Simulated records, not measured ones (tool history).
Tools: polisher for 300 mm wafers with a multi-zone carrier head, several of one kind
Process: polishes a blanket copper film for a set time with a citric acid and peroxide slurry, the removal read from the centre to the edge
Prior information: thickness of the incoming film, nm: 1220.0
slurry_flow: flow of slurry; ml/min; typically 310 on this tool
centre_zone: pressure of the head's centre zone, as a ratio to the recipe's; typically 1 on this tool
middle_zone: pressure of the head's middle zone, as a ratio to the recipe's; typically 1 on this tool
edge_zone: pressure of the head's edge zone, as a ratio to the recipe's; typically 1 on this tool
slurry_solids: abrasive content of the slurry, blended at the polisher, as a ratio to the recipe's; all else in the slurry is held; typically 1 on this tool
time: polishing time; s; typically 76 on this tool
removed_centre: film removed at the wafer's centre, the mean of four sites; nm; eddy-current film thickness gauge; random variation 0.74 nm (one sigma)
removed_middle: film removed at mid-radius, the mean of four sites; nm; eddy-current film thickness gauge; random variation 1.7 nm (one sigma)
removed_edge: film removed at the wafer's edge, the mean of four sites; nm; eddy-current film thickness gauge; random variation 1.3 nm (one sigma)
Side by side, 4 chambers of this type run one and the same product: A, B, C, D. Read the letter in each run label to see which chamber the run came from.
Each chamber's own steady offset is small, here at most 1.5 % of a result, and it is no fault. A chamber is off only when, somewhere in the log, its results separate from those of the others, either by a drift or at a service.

run   hour  slurry_flow  centre_zone  middle_zone  edge_zone  slurry_solids  time  removed_centre  removed_middle  removed_edge
         1  -- chamber D: edge zone pressure recalibrated
       3.1  -- chamber A: edge zone pressure recalibrated
 1B    6.3          310            1            1          1              1    76          114.14          114.04        115.09
 2D   12.8          310            1            1          1              1    76          116.51          117.42        116.08
      17.6  -- chamber C: worn pad replaced by a new one
 3A   17.9          310            1            1          1              1    76          115.81          112.31        117.17
 4C   23.7          310            1            1          1              1    76          115.77          114.03        113.93
      24.6  -- chamber B: worn pad replaced by a new one
 5A   30.2          310            1            1          1              1    76          116.06          113.32        115.94
      33.2  -- chamber D: slurry nozzle cleaned
 6D   36.4          310            1            1          1              1    76          116.58          116.04        113.88
 7C   44.4          310            1            1          1              1    76          114.04          118.56        116.27
      44.8  -- chamber D: worn pad replaced by a new one
 8B   52.5          310            1            1          1              1    76           114.6          112.78        113.26
 9A     61          310            1            1          1            0.9    90          132.43          131.64         132.6
10D   70.3          310            1            1          1            0.9    90          133.91          132.08        130.97
      73.3  -- chamber A: slurry nozzle cleaned
11B     78          310            1            1          1            0.9    90          133.09           133.1           130
      84.3  -- chamber D: worn pad replaced by a new one
12C     85          310            1            1          1            0.9    90          134.28          129.25        135.68
13A   93.6          310            1            1          1              1    76          111.23          111.23        113.45
     100.1  -- chamber A: centre zone pressure recalibrated
14C  100.5          310            1            1          1              1    76          114.47          114.05        116.86
     102.7  -- chamber C: worn pad replaced by a new one
15B  106.6          310            1            1          1              1    76          113.87           116.4        115.91
16D  111.9          310            1            1          1              1    76          116.72          115.17        114.13
     115.1  -- chamber B: worn pad replaced by a new one
17D  120.5          310            1            1          1              1    76          115.62          117.35        114.82
     124.5  -- chamber D: worn pad replaced by a new one
18A  126.8          310            1            1          1              1    76          111.56          112.81        112.87
19C  136.1          310            1            1          1              1    76          114.03          113.43        116.29
20B  145.8          310            1            1          1              1    76          115.24          114.58        115.11
21C  150.9          310            1            1          1              1    76          115.19          111.98        114.31
22A    159          310            1            1          1              1    76          110.49           110.6        110.93
23B  163.9          310            1            1          1              1    76          116.13          113.45        118.24
     164.2  -- chamber D: worn pad replaced by a new one
24D  171.5          310            1            1          1              1    76          117.65          118.07        115.38
25B    180          310            1            1          1              1    76          114.55           115.7        115.64
26A  186.1          310            1            1       1.09           1.15    76          113.03          111.07         119.9

Has any chamber moved away from the others, gradually or after a service, or does the common gauge drift, or do the chambers differ only by their own small steady offsets? State the chamber and the most likely cause if one applies.

Little by little, chamber A moves away from the other chambers.
Likeliest cause: removal rate lost through wear of the pad, % = 5.31.

Below are 4 candidate recipes for chamber A's next run, each the usual settings with a change, their results shown as question marks. Which of them brings A's results back in line with what the other chambers give on the usual settings?
Maximum distance from the other chambers' mean on the usual settings for a result to count as in line: removed_centre 2.6 nm; removed_middle 6 nm; removed_edge 4.5 nm
27A-1  193.2          310            1         0.98       1.01              1    72               ?               ?             ?
27A-2  193.2          305         1.01         0.97       1.01              1    69               ?               ?             ?
27A-3  193.2          310            1         1.02       0.99              1    80               ?               ?             ?
27A-4  193.2          315         0.99         1.04       0.99              1    84               ?               ?             ?

On the usual settings, the other chambers give on average: removed_centre 115.15 nm; removed_middle 115.53 nm; removed_edge 115.01 nm
  run  removed_centre  removed_middle  removed_edge
27A-1          103.41          99.025        103.98
27A-2          99.997          93.854        99.543
27A-3          114.94          114.17        114.25
27A-4          119.59          122.24        120.07
27A-3 puts the chamber back in line with the other chambers.
